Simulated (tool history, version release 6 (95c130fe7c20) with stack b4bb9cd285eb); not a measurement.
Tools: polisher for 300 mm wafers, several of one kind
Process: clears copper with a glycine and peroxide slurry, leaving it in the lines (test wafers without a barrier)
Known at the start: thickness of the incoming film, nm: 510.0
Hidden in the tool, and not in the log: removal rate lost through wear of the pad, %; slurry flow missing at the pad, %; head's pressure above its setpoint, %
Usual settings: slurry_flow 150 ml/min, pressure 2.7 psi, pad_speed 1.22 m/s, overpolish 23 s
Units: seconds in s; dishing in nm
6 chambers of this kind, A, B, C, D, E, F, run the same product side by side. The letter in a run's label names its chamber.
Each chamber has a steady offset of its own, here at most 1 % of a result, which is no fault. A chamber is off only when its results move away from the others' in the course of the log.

run   hour  slurry_flow  pressure  pad_speed  overpolish  wafers polished on this pad  hours since the slurry nozzle was cleaned  hours since the head pressure was calibrated  seconds  dishing
 1F      8          150       2.7       1.22          23                          942                                       41.6                                         444.5   72.803   82.367
 2E   19.1          150       2.7       1.22          23                          925                                      271.5                                         449.8   73.786   81.018
      19.5  -- chamber F: worn pad replaced by a new one
      31.6  -- chamber E: head pressure recalibrated
 3D     34          150       2.7       1.22          23                          528                                      386.8                                          39.3   72.319   78.278
      36.9  -- chamber E: worn pad replaced by a new one
 4C   48.5          150       2.7       1.22          23                          582                                         77                                          74.2    71.48    84.07
 5B   61.1          150       2.7       1.22          23                          750                                      437.2                                        1123.4   72.479   79.139
      65.3  -- chamber D: worn pad replaced by a new one
 6A   70.7          150       2.7       1.22          23                         1672                                      238.9                                         784.5   72.011   80.541
      71.1  -- chamber A: worn pad replaced by a new one
 7B   79.7          150       2.7       0.92          23                          952                                      455.8                                          1142   91.359   70.866
 8E   86.7          150       2.7       0.92          23                          540                                      339.1                                          55.1   92.694   71.118
 9D   94.6          150       2.7       0.92          23                          318                                      447.4                                          99.9   92.238    69.74
     105.4  -- chamber F: worn pad replaced by a new one
10A  107.6          150       2.7       0.92          23                          395                                      275.8                                         821.4   90.309   71.133
       108  -- chamber C: worn pad replaced by a new one
     108.9  -- chamber B: worn pad replaced by a new one
11C  116.7          150       2.7       0.92          23                           95                                      145.2                                         142.4   91.407   71.274
12F    128          150       2.7       0.92          23                          245                                      161.6                                         564.5     88.4    70.57
     135.6  -- chamber E: worn pad replaced by a new one
13E  137.8          150       2.7       1.22          23                           24                                      390.2                                         106.2   72.585    79.74
     139.3  -- chamber D: slurry nozzle cleaned
14F  147.8          150       2.7       1.22          23                          460                                      181.4                                         584.3     72.4   78.097
     153.1  -- chamber B: head pressure recalibrated
     155.8  -- chamber D: worn pad replaced by a new one
15B  161.7          150       2.7       1.22          23                          572                                      537.8                                           8.7   72.218   79.437
     162.8  -- chamber B: slurry nozzle cleaned
16A  172.1          150       2.7       1.22          23                         1094                                      340.3                                         885.9    71.51   82.719
17D  183.3          150       2.7       1.22          23                          298                                         44                                         188.6   72.867   78.484
18C  195.1          150       2.7       1.22          23                          945                                      223.6                                         220.8   72.576    81.92
     209.2  -- chamber F: worn pad replaced by a new one
19B  209.5          150       2.7       1.22          23                         1090                                       46.7                                          56.5   70.945    79.47
     213.4  -- chamber A: slurry nozzle cleaned
     213.8  -- chamber A: worn pad replaced by a new one
     216.7  -- chamber E: worn pad replaced by a new one
     217.5  -- chamber C: worn pad replaced by a new one
20E  219.9          150       2.7       1.22          23                           35                                      472.3                                         188.3   74.125   81.523
     227.5  -- chamber B: worn pad replaced by a new one
21C  229.7          150       2.7       1.22          23                          132                                      258.2                                         255.4   72.692   81.064
     233.4  -- chamber F: slurry nozzle cleaned
22D    244          200         3       1.22          23                          956                                      104.7                                         249.3   63.306   86.708
23F  250.6          200         3       1.22          23                          449                                       17.3                                         687.1   62.713   85.732
     257.7  -- chamber D: worn pad replaced by a new one
24A  262.3          200         3       1.22          23                          526                                       48.9                                         976.1   63.396    85.33
25E  275.3          200         3       1.22          23                          636                                      527.7                                         243.7   65.283   87.474
26D    282          200         3       1.22          23                          263                                      142.7                                         287.3   62.955   88.824
27B  295.8          200         3       1.22          23                          740                                        133                                         142.8   62.628   86.671
28C    310          115       2.7       1.22          23                         1003                                      338.5                                         335.7   75.609   77.279
     311.8  -- chamber F: worn pad replaced by a new one
     316.2  -- chamber E: worn pad replaced by a new one
29A  317.7          115       2.7       1.22          23                         1126                                      104.3                                        1031.5   75.148   79.946
     322.9  -- chamber C: worn pad replaced by a new one
30F  331.9          115       2.7       1.22          23                          217                                       98.6                                         768.4   75.817   77.001
     336.7  -- chamber A: worn pad replaced by a new one
     337.5  -- chamber D: worn pad replaced by a new one
31B  343.7          115       2.7       1.22          23                         1260                                      180.9                                         190.7   75.503   75.945
     344.3  -- chamber B: worn pad replaced by a new one
32A  357.7          115       2.7       1.22          23                          227                                      144.3                                        1071.5   75.114   78.394
     359.4  -- chamber C: slurry nozzle cleaned
33D  366.2          115       2.7       1.22          23                          311                                      226.9                                         371.5   76.089   75.436
34C  376.3          150       2.7       1.22          23                          579                                         17                                           402   71.037   80.799
35F  385.3          150       2.7       1.22          23                          796                                        152                                         821.8   70.847   82.373
36E  392.2          150       2.7       1.22          23                          824                                      644.6                                         360.6   78.644   73.498
     393.3  -- chamber E: worn pad replaced by a new one
37C  399.3          150       2.7       1.22          23                          829                                         40                                           425   71.245   79.762
     403.8  -- chamber F: worn pad replaced by a new one
38B  408.4          150       2.7       1.22          23                          695                                      245.6                                         255.4   70.959   79.319
39A  421.9          150       2.7       1.22          23                          923                                      208.5                                        1135.7   70.543    81.66
40D  433.7          150       2.7       1.22          23                         1043                                      294.4                                           439   72.231   77.292
41F  444.1          150       2.7       1.22          23                          437                                      210.8                                         880.6   72.135   81.388
42E  451.5          150       2.7       1.22          23                          631                                      703.9                                         419.9   81.488   75.439

All 6 chambers run these settings next. Forecast each chamber's results:
43A  462.2          150       2.7       1.22          23                                                                                                                              ?        ?
43B  462.2          150       2.7       1.22          23                                                                                                                              ?        ?
43C  462.2          150       2.7       1.22          23                                                                                                                              ?        ?
43D  462.2          150       2.7       1.22          23                                                                                                                              ?        ?
43E  462.2          150       2.7       1.22          23                                                                                                                              ?        ?
43F  462.2          150       2.7       1.22          23                                                                                                                              ?        ?

run  seconds  dishing
43A   70.599   82.592
43B   72.518   82.627
43C   73.209   79.172
43D   72.245   81.247
43E   82.413   74.096
43F   72.527   78.443
